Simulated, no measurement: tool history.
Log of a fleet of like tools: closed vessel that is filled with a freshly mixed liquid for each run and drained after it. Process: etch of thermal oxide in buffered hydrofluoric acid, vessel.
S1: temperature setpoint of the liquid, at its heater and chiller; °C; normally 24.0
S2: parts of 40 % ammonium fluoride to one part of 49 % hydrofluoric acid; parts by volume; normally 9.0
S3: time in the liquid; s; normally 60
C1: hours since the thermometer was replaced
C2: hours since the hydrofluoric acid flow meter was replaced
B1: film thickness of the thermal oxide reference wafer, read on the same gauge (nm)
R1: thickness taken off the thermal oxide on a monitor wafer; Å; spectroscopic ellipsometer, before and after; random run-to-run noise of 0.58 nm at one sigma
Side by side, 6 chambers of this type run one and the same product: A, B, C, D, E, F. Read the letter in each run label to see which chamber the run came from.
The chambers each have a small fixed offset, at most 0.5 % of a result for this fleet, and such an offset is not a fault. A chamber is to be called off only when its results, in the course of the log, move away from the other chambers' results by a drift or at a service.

{"run": "1F", "hour": 3.4, "S1": 24.0, "S2": 9.0, "S3": 60, "C1": 695.9, "C2": 1333.7, "B1": 49.998, "R1": 753.54}
{"run": "2C", "hour": 6.3, "S1": 24.0, "S2": 9.0, "S3": 60, "C1": 1495.2, "C2": 439.0, "B1": 50.022, "R1": 743.16}
{"run": "3D", "hour": 9.2, "S1": 24.0, "S2": 9.0, "S3": 60, "C1": 1542.9, "C2": 116.3, "B1": 50.011, "R1": 740.57}
{"run": "4E", "hour": 14.1, "S1": 24.0, "S2": 9.0, "S3": 60, "C1": 311.9, "C2": 1415.5, "B1": 49.999, "R1": 752.75}
{"run": "5A", "hour": 19.2, "S1": 27.5, "S2": 9.0, "S3": 85, "C1": 169.8, "C2": 54.8, "B1": 49.957, "R1": 1291.7}
{"run": "6B", "hour": 25.2, "S1": 27.5, "S2": 9.0, "S3": 85, "C1": 168.7, "C2": 295.1, "B1": 50.015, "R1": 1276.1}
{"run": "7A", "hour": 28.3, "S1": 27.5, "S2": 9.0, "S3": 85, "C1": 178.9, "C2": 63.9, "B1": 49.992, "R1": 1277.0}
{"run": "8F", "hour": 34.7, "S1": 27.5, "S2": 9.0, "S3": 85, "C1": 727.2, "C2": 1365.0, "B1": 49.963, "R1": 1274.9}
{"run": "9D", "hour": 40.1, "S1": 27.5, "S2": 9.0, "S3": 85, "C1": 1573.8, "C2": 147.2, "B1": 50.035, "R1": 1275.0}
{"run": "10C", "hour": 46.5, "S1": 27.5, "S2": 9.0, "S3": 85, "C1": 1535.4, "C2": 479.2, "B1": 50.025, "R1": 1287.4}
{"run": "11E", "hour": 51.0, "S1": 24.0, "S2": 9.0, "S3": 60, "C1": 348.8, "C2": 1452.4, "B1": 50.058, "R1": 762.2}
{"run": "12B", "hour": 56.2, "S1": 24.0, "S2": 9.0, "S3": 60, "C1": 199.7, "C2": 326.1, "B1": 49.976, "R1": 746.61}
{"run": "13F", "hour": 60.6, "S1": 24.0, "S2": 9.0, "S3": 60, "C1": 753.1, "C2": 1390.9, "B1": 49.959, "R1": 739.79}
{"run": "14A", "hour": 65.5, "S1": 25.5, "S2": 9.0, "S3": 60, "C1": 216.1, "C2": 101.1, "B1": 50.012, "R1": 808.08}
{"run": "15C", "hour": 70.2, "S1": 25.5, "S2": 9.0, "S3": 60, "C1": 1559.1, "C2": 502.9, "B1": 50.053, "R1": 811.25}
{"run": "16B", "hour": 73.1, "S1": 25.5, "S2": 9.0, "S3": 60, "C1": 216.6, "C2": 343.0, "B1": 49.985, "R1": 811.68}
{"run": "17E", "hour": 77.5, "S1": 25.5, "S2": 9.0, "S3": 60, "C1": 375.3, "C2": 1478.9, "B1": 50.017, "R1": 820.42}
{"run": "18D", "hour": 82.9, "S1": 25.5, "S2": 9.0, "S3": 60, "C1": 1616.6, "C2": 190.0, "B1": 49.986, "R1": 802.92}
{"run": "19B", "hour": 88.2, "S1": 25.5, "S2": 9.0, "S3": 60, "C1": 231.7, "C2": 358.1, "B1": 50.024, "R1": 819.31}
{"run": "20F", "hour": 92.7, "S1": 24.0, "S2": 9.0, "S3": 60, "C1": 785.2, "C2": 1423.0, "B1": 49.99, "R1": 744.21}
{"run": "21D", "hour": 96.7, "S1": 24.0, "S2": 11.5, "S3": 35, "C1": 1630.4, "C2": 203.8, "B1": 50.017, "R1": 354.94}
{"run": "22C", "hour": 102.9, "S1": 24.0, "S2": 11.5, "S3": 35, "C1": 1591.8, "C2": 535.6, "B1": 50.027, "R1": 350.61}
{"run": "23A", "hour": 109.1, "S1": 24.0, "S2": 11.5, "S3": 35, "C1": 259.7, "C2": 144.7, "B1": 50.006, "R1": 351.72}
{"run": "24E", "hour": 114.8, "S1": 24.0, "S2": 11.5, "S3": 35, "C1": 412.6, "C2": 1516.2, "B1": 49.981, "R1": 353.39}
{"run": "25A", "hour": 117.7, "S1": 24.0, "S2": 11.5, "S3": 35, "C1": 268.3, "C2": 153.3, "B1": 49.999, "R1": 353.81}
{"run": "26B", "hour": 121.8, "S1": 24.0, "S2": 11.5, "S3": 35, "C1": 265.3, "C2": 391.7, "B1": 50.015, "R1": 367.54}
{"run": "27E", "hour": 124.9, "S1": 24.0, "S2": 9.0, "S3": 60, "C1": 422.7, "C2": 1526.3, "B1": 49.991, "R1": 752.17}
{"run": "28F", "hour": 130.9, "S1": 24.0, "S2": 9.0, "S3": 60, "C1": 823.4, "C2": 1461.2, "B1": 50.011, "R1": 748.68}
{"run": "29D", "hour": 136.2, "S1": 24.0, "S2": 9.0, "S3": 60, "C1": 1669.9, "C2": 243.3, "B1": 50.025, "R1": 742.74}
{"run": "30C", "hour": 139.5, "S1": 24.0, "S2": 9.0, "S3": 60, "C1": 1628.4, "C2": 572.2, "B1": 49.995, "R1": 746.68}
{"run": "31E", "hour": 143.5, "S1": 25.5, "S2": 11.0, "S3": 60, "C1": 441.3, "C2": 1544.9, "B1": 50.025, "R1": 692.01}
{"run": "32A", "hour": 146.3, "S1": 25.5, "S2": 11.0, "S3": 60, "C1": 296.9, "C2": 181.9, "B1": 49.995, "R1": 697.08}
{"run": "33C", "hour": 149.8, "S1": 25.5, "S2": 11.0, "S3": 60, "C1": 1638.7, "C2": 582.5, "B1": 50.024, "R1": 695.09}
{"run": "34B", "hour": 155.9, "S1": 25.5, "S2": 11.0, "S3": 60, "C1": 299.4, "C2": 425.8, "B1": 50.014, "R1": 729.23}
{"run": "35F", "hour": 159.7, "S1": 25.5, "S2": 11.0, "S3": 60, "C1": 852.2, "C2": 1490.0, "B1": 49.992, "R1": 686.77}
{"run": "36D", "hour": 162.6, "S1": 25.5, "S2": 11.0, "S3": 60, "C1": 1696.3, "C2": 269.7, "B1": 50.024, "R1": 682.77}
{"run": "37C", "hour": 165.4, "S1": 24.0, "S2": 9.0, "S3": 60, "C1": 1654.3, "C2": 598.1, "B1": 49.998, "R1": 743.48}

Decide between three cases: one chamber stands off from its peers, the gauge reading all wafers drifts, or nothing is wrong past each chamber's small offset. Where a chamber is off, say which and what most likely put it there.

One chamber, B, drifts off from the rest bit by bit.
Likeliest cause: hydrofluoric acid flow above the setpoint (%) = 5.95.
The log may not separate it from: liquid hotter than its thermometer reads (K).

Below are 4 candidate recipes for chamber B's next run, each the usual settings with a change, their results shown as question marks. Which of them brings B's results back in line with what the other chambers give on the usual settings?
Maximum distance from the other chambers' mean on the usual settings for a result to count as in line: R1 20.00 Å
{"run": "38B-1", "hour": 170.0, "S1": 23.5, "S2": 9.0, "S3": 55, "R1": "?"}
{"run": "38B-2", "hour": 170.0, "S1": 24.0, "S2": 8.5, "S3": 60, "R1": "?"}
{"run": "38B-3", "hour": 170.0, "S1": 24.5, "S2": 9.0, "S3": 65, "R1": "?"}
{"run": "38B-4", "hour": 170.0, "S1": 23.0, "S2": 9.0, "S3": 60, "R1": "?"}

Mean of the other chambers on the usual settings: R1 746.10 Å
run=38B-1 R1=708.48
run=38B-2 R1=844.70
run=38B-3 R1=885.15
run=38B-4 R1=752.01
38B-4 brings the chamber back in line.

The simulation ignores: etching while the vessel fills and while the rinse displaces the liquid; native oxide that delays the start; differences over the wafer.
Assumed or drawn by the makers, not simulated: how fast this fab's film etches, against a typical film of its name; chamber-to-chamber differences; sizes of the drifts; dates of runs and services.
